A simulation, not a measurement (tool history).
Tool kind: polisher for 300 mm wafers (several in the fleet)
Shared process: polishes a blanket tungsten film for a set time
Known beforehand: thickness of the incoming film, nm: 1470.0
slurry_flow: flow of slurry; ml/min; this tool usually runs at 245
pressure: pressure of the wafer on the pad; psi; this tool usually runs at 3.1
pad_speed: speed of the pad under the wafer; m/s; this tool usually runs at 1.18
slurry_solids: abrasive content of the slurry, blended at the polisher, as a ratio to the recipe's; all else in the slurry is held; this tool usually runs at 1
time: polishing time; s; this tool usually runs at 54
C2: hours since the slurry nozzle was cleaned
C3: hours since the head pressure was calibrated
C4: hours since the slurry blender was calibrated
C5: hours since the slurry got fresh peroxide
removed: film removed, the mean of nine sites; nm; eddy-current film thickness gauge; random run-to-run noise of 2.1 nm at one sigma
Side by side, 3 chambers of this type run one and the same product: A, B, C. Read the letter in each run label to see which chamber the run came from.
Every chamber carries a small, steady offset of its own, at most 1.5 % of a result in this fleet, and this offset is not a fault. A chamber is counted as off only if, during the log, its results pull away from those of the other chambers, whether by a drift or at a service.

{"run": "1C", "hour": 4.7, "slurry_flow": 245, "pressure": 3.1, "pad_speed": 1.18, "slurry_solids": 1, "time": 54, "wafers polished on this pad": 501, "C2": 618.9, "C3": 412.6, "C4": 120.4, "C5": 89.3, "removed": 215.5}
{"run": "2B", "hour": 9.5, "slurry_flow": 245, "pressure": 3.1, "pad_speed": 1.18, "slurry_solids": 1, "time": 54, "wafers polished on this pad": 614, "C2": 146.1, "C3": 530.2, "C4": 68.9, "C5": 160.9, "removed": 220.35}
{"hour": 12.7, "done": "chamber B: slurry tank refilled with fresh slurry and peroxide"}
{"run": "3A", "hour": 15.3, "slurry_flow": 245, "pressure": 3.1, "pad_speed": 1.18, "slurry_solids": 1, "time": 54, "wafers polished on this pad": 662, "C2": 460.6, "C3": 582.1, "C4": 26.1, "C5": 60.3, "removed": 216.88}
{"run": "4B", "hour": 19.3, "slurry_flow": 245, "pressure": 3.1, "pad_speed": 1.18, "slurry_solids": 1, "time": 54, "wafers polished on this pad": 744, "C2": 155.9, "C3": 540, "C4": 78.7, "C5": 6.6, "removed": 215.38}
{"run": "5C", "hour": 27.0, "slurry_flow": 245, "pressure": 3.1, "pad_speed": 1.18, "slurry_solids": 1, "time": 54, "wafers polished on this pad": 795, "C2": 641.2, "C3": 434.9, "C4": 142.7, "C5": 111.6, "removed": 218.39}
{"run": "6A", "hour": 31.4, "slurry_flow": 245, "pressure": 3.1, "pad_speed": 1.18, "slurry_solids": 1, "time": 54, "wafers polished on this pad": 874, "C2": 476.7, "C3": 598.2, "C4": 42.2, "C5": 76.4, "removed": 217}
{"hour": 35.0, "done": "chamber B: worn pad replaced by a new one"}
{"run": "7B", "hour": 39.7, "slurry_flow": 245, "pressure": 3.1, "pad_speed": 1.18, "slurry_solids": 1, "time": 54, "wafers polished on this pad": 63, "C2": 176.3, "C3": 560.4, "C4": 99.1, "C5": 27, "removed": 218.61}
{"hour": 40.6, "done": "chamber C: worn pad replaced by a new one"}
{"run": "8C", "hour": 47.3, "slurry_flow": 245, "pressure": 3.1, "pad_speed": 1.18, "slurry_solids": 1, "time": 54, "wafers polished on this pad": 89, "C2": 661.5, "C3": 455.2, "C4": 163, "C5": 131.9, "removed": 210.76}
{"run": "9A", "hour": 55.8, "slurry_flow": 245, "pressure": 3.1, "pad_speed": 1.18, "slurry_solids": 1, "time": 54, "wafers polished on this pad": 1195, "C2": 501.1, "C3": 622.6, "C4": 66.6, "C5": 100.8, "removed": 214.19}
{"hour": 59.0, "done": "chamber A: worn pad replaced by a new one"}
{"run": "10C", "hour": 60.6, "slurry_flow": 245, "pressure": 3.1, "pad_speed": 1.18, "slurry_solids": 1, "time": 54, "wafers polished on this pad": 264, "C2": 674.8, "C3": 468.5, "C4": 176.3, "C5": 145.2, "removed": 218.43}
{"hour": 65.4, "done": "chamber A: head pressure recalibrated"}
{"run": "11B", "hour": 66.1, "slurry_flow": 205, "pressure": 3.1, "pad_speed": 1.18, "slurry_solids": 1.2, "time": 54, "wafers polished on this pad": 410, "C2": 202.7, "C3": 586.8, "C4": 125.5, "C5": 53.4, "removed": 221.49}
{"hour": 68.7, "done": "chamber A: slurry nozzle cleaned"}
{"run": "12A", "hour": 73.9, "slurry_flow": 205, "pressure": 3.1, "pad_speed": 1.18, "slurry_solids": 1.2, "time": 54, "wafers polished on this pad": 197, "C2": 5.2, "C3": 8.6, "C4": 84.7, "C5": 118.9, "removed": 220.38}
{"run": "13A", "hour": 80.6, "slurry_flow": 205, "pressure": 3.1, "pad_speed": 1.18, "slurry_solids": 1.2, "time": 54, "wafers polished on this pad": 285, "C2": 11.9, "C3": 15.3, "C4": 91.4, "C5": 125.6, "removed": 223.01}
{"run": "14B", "hour": 85.1, "slurry_flow": 245, "pressure": 3.1, "pad_speed": 1.18, "slurry_solids": 1, "time": 54, "wafers polished on this pad": 661, "C2": 221.7, "C3": 605.8, "C4": 144.5, "C5": 72.4, "removed": 216.13}
{"run": "15C", "hour": 92.2, "slurry_flow": 245, "pressure": 3.1, "pad_speed": 1.18, "slurry_solids": 1, "time": 54, "wafers polished on this pad": 680, "C2": 706.4, "C3": 500.1, "C4": 207.9, "C5": 176.8, "removed": 214.83}
{"hour": 96.7, "done": "chamber C: slurry tank refilled with fresh slurry and peroxide"}
{"run": "16A", "hour": 98.2, "slurry_flow": 245, "pressure": 3.1, "pad_speed": 1.18, "slurry_solids": 1, "time": 54, "wafers polished on this pad": 517, "C2": 29.5, "C3": 32.9, "C4": 109, "C5": 143.2, "removed": 217.07}
{"hour": 99.6, "done": "chamber C: slurry blender recalibrated"}
{"hour": 104.3, "done": "chamber A: slurry tank refilled with fresh slurry and peroxide"}
{"run": "17B", "hour": 105.7, "slurry_flow": 245, "pressure": 3.1, "pad_speed": 1.18, "slurry_solids": 1, "time": 54, "wafers polished on this pad": 932, "C2": 242.3, "C3": 626.4, "C4": 165.1, "C5": 93, "removed": 217.36}
{"run": "18C", "hour": 112.3, "slurry_flow": 245, "pressure": 3.1, "pad_speed": 1.18, "slurry_solids": 1, "time": 54, "wafers polished on this pad": 945, "C2": 726.5, "C3": 520.2, "C4": 12.8, "C5": 15.7, "removed": 217.6}
{"hour": 113.5, "done": "chamber B: slurry blender recalibrated"}
{"hour": 116.9, "done": "chamber C: worn pad replaced by a new one"}
{"hour": 117.8, "done": "chamber B: worn pad replaced by a new one"}
{"run": "19A", "hour": 120.5, "slurry_flow": 245, "pressure": 3.1, "pad_speed": 1.18, "slurry_solids": 1, "time": 54, "wafers polished on this pad": 811, "C2": 51.8, "C3": 55.2, "C4": 131.3, "C5": 16.3, "removed": 214.17}
{"run": "20B", "hour": 125.9, "slurry_flow": 245, "pressure": 3.1, "pad_speed": 1.18, "slurry_solids": 1, "time": 54, "wafers polished on this pad": 107, "C2": 262.5, "C3": 646.6, "C4": 12.4, "C5": 113.2, "removed": 222.54}
{"run": "21C", "hour": 134.1, "slurry_flow": 245, "pressure": 3.1, "pad_speed": 1.18, "slurry_solids": 1, "time": 54, "wafers polished on this pad": 227, "C2": 748.3, "C3": 542, "C4": 34.6, "C5": 37.5, "removed": 214.13}
{"hour": 140.3, "done": "chamber A: slurry blender recalibrated"}
{"run": "22A", "hour": 141.0, "slurry_flow": 245, "pressure": 3.1, "pad_speed": 1.18, "slurry_solids": 1, "time": 54, "wafers polished on this pad": 1081, "C2": 72.3, "C3": 75.7, "C4": 0.8, "C5": 36.8, "removed": 218.73}
{"run": "23B", "hour": 145.2, "slurry_flow": 245, "pressure": 3.1, "pad_speed": 0.82, "slurry_solids": 1.15, "time": 54, "wafers polished on this pad": 361, "C2": 281.8, "C3": 665.9, "C4": 31.7, "C5": 132.5, "removed": 154.44}
{"run": "24C", "hour": 150.9, "slurry_flow": 245, "pressure": 3.1, "pad_speed": 0.82, "slurry_solids": 1.15, "time": 54, "wafers polished on this pad": 448, "C2": 765.1, "C3": 558.8, "C4": 51.4, "C5": 54.3, "removed": 153.5}
{"hour": 159.4, "done": "chamber A: worn pad replaced by a new one"}
{"run": "25A", "hour": 159.9, "slurry_flow": 245, "pressure": 3.1, "pad_speed": 0.82, "slurry_solids": 1.15, "time": 54, "wafers polished on this pad": 6, "C2": 91.2, "C3": 94.6, "C4": 19.7, "C5": 55.7, "removed": 151.69}
{"run": "26C", "hour": 169.1, "slurry_flow": 245, "pressure": 3.1, "pad_speed": 1.18, "slurry_solids": 1, "time": 54, "wafers polished on this pad": 688, "C2": 783.3, "C3": 577, "C4": 69.6, "C5": 72.5, "removed": 208.42}
{"run": "27B", "hour": 174.8, "slurry_flow": 245, "pressure": 3.1, "pad_speed": 1.18, "slurry_solids": 1, "time": 54, "wafers polished on this pad": 751, "C2": 311.4, "C3": 695.5, "C4": 61.3, "C5": 162.1, "removed": 217.46}
{"hour": 177.5, "done": "chamber B: slurry tank refilled with fresh slurry and peroxide"}
{"run": "28A", "hour": 180.9, "slurry_flow": 245, "pressure": 3.1, "pad_speed": 1.18, "slurry_solids": 1, "time": 54, "wafers polished on this pad": 283, "C2": 112.2, "C3": 115.6, "C4": 40.7, "C5": 76.7, "removed": 216.72}
{"hour": 186.4, "done": "chamber C: worn pad replaced by a new one"}
{"run": "29C", "hour": 186.9, "slurry_flow": 245, "pressure": 3.1, "pad_speed": 0.98, "slurry_solids": 1.2, "time": 54, "wafers polished on this pad": 6, "C2": 801.1, "C3": 594.8, "C4": 87.4, "C5": 90.3, "removed": 181.73}
{"run": "30B", "hour": 192.0, "slurry_flow": 245, "pressure": 3.1, "pad_speed": 0.98, "slurry_solids": 1.2, "time": 54, "wafers polished on this pad": 978, "C2": 328.6, "C3": 712.7, "C4": 78.5, "C5": 14.5, "removed": 188.85}
{"run": "31A", "hour": 197.2, "slurry_flow": 245, "pressure": 3.1, "pad_speed": 0.98, "slurry_solids": 1.2, "time": 54, "wafers polished on this pad": 498, "C2": 128.5, "C3": 131.9, "C4": 57, "C5": 93, "removed": 182.92}
{"hour": 201.8, "done": "chamber B: worn pad replaced by a new one"}
{"run": "32B", "hour": 204.9, "slurry_flow": 320, "pressure": 3.1, "pad_speed": 1.36, "slurry_solids": 1, "time": 54, "wafers polished on this pad": 41, "C2": 341.5, "C3": 725.6, "C4": 91.4, "C5": 27.4, "removed": 254.26}
{"run": "33C", "hour": 211.7, "slurry_flow": 320, "pressure": 3.1, "pad_speed": 1.36, "slurry_solids": 1, "time": 54, "wafers polished on this pad": 333, "C2": 825.9, "C3": 619.6, "C4": 112.2, "C5": 115.1, "removed": 251.85}
{"run": "34A", "hour": 218.7, "slurry_flow": 320, "pressure": 3.1, "pad_speed": 1.36, "slurry_solids": 1, "time": 54, "wafers polished on this pad": 781, "C2": 150, "C3": 153.4, "C4": 78.5, "C5": 114.5, "removed": 257.83}
{"run": "35B", "hour": 227.3, "slurry_flow": 245, "pressure": 3.1, "pad_speed": 1.18, "slurry_solids": 1, "time": 54, "wafers polished on this pad": 336, "C2": 363.9, "C3": 748, "C4": 113.8, "C5": 49.8, "removed": 216.69}
{"hour": 232.6, "done": "chamber A: slurry tank refilled with fresh slurry and peroxide"}
{"run": "36C", "hour": 236.3, "slurry_flow": 245, "pressure": 3.1, "pad_speed": 1.18, "slurry_solids": 1, "time": 54, "wafers polished on this pad": 657, "C2": 850.5, "C3": 644.2, "C4": 136.8, "C5": 139.7, "removed": 209.15}
{"hour": 239.8, "done": "chamber C: slurry tank refilled with fresh slurry and peroxide"}
{"run": "37C", "hour": 240.6, "slurry_flow": 245, "pressure": 3.1, "pad_speed": 1.18, "slurry_solids": 1, "time": 54, "wafers polished on this pad": 714, "C2": 854.8, "C3": 648.5, "C4": 141.1, "C5": 0.8, "removed": 207.48}
{"run": "38B", "hour": 245.4, "slurry_flow": 245, "pressure": 3.1, "pad_speed": 1.18, "slurry_solids": 1, "time": 54, "wafers polished on this pad": 574, "C2": 382, "C3": 766.1, "C4": 131.9, "C5": 67.9, "removed": 215.09}
{"hour": 248.5, "done": "chamber C: worn pad replaced by a new one"}
{"run": "39A", "hour": 251.9, "slurry_flow": 245, "pressure": 3.1, "pad_speed": 1.18, "slurry_solids": 1, "time": 54, "wafers polished on this pad": 1218, "C2": 183.2, "C3": 186.6, "C4": 111.7, "C5": 19.4, "removed": 216.1}
{"run": "40A", "hour": 259.2, "slurry_flow": 245, "pressure": 3.1, "pad_speed": 1.18, "slurry_solids": 1, "time": 54, "wafers polished on this pad": 1314, "C2": 190.5, "C3": 193.9, "C4": 119, "C5": 26.7, "removed": 216.61}
{"hour": 259.3, "done": "chamber A: worn pad replaced by a new one"}
{"run": "41C", "hour": 263.5, "slurry_flow": 245, "pressure": 3.1, "pad_speed": 1.18, "slurry_solids": 1, "time": 54, "wafers polished on this pad": 198, "C2": 877.7, "C3": 671.4, "C4": 164, "C5": 23.7, "removed": 207.78}
{"run": "42B", "hour": 267.7, "slurry_flow": 245, "pressure": 3.1, "pad_speed": 1.18, "slurry_solids": 1, "time": 54, "wafers polished on this pad": 868, "C2": 404.3, "C3": 788.4, "C4": 154.2, "C5": 90.2, "removed": 218.32}
{"run": "43A", "hour": 273.6, "slurry_flow": 245, "pressure": 3.1, "pad_speed": 1.18, "slurry_solids": 1, "time": 54, "wafers polished on this pad": 189, "C2": 204.9, "C3": 208.3, "C4": 133.4, "C5": 41.1, "removed": 217.63}

Which is it: a chamber that has drifted or been left off by a service, a gauge drift common to all chambers, or only each chamber's usual small offset? If a chamber is off, name it and its likeliest cause.

Little by little, chamber C moves away from the other chambers.
Likeliest cause: slurry flow missing at the pad, % = 33.9.
It could be hard to tell apart here from: head's pressure below its setpoint, %.

Here are 4 candidates for chamber C's next run, each the usual settings with a change, their results left as question marks. Which one brings its results back in line with what the others give on the usual settings?
In line here means within this much of the mean the other chambers give on the usual settings: removed 7.1 nm
{"run": "44C-1", "hour": 280.2, "slurry_flow": 245, "pressure": 3.2, "pad_speed": 1.2, "slurry_solids": 1, "time": 55, "removed": "?"}
{"run": "44C-2", "hour": 280.2, "slurry_flow": 170, "pressure": 3.1, "pad_speed": 1.18, "slurry_solids": 1, "time": 54, "removed": "?"}
{"run": "44C-3", "hour": 280.2, "slurry_flow": 250, "pressure": 3.5, "pad_speed": 1.18, "slurry_solids": 1, "time": 54, "removed": "?"}
{"run": "44C-4", "hour": 280.2, "slurry_flow": 245, "pressure": 3.1, "pad_speed": 1.18, "slurry_solids": 0.6, "time": 54, "removed": "?"}

Other chambers, usual settings, mean: removed 216.3 nm
run=44C-1 removed=218.05
run=44C-2 removed=189.8
run=44C-3 removed=230.72
run=44C-4 removed=181.42
The answer is 44C-1, which returns the chamber to within the allowed miss of the others.
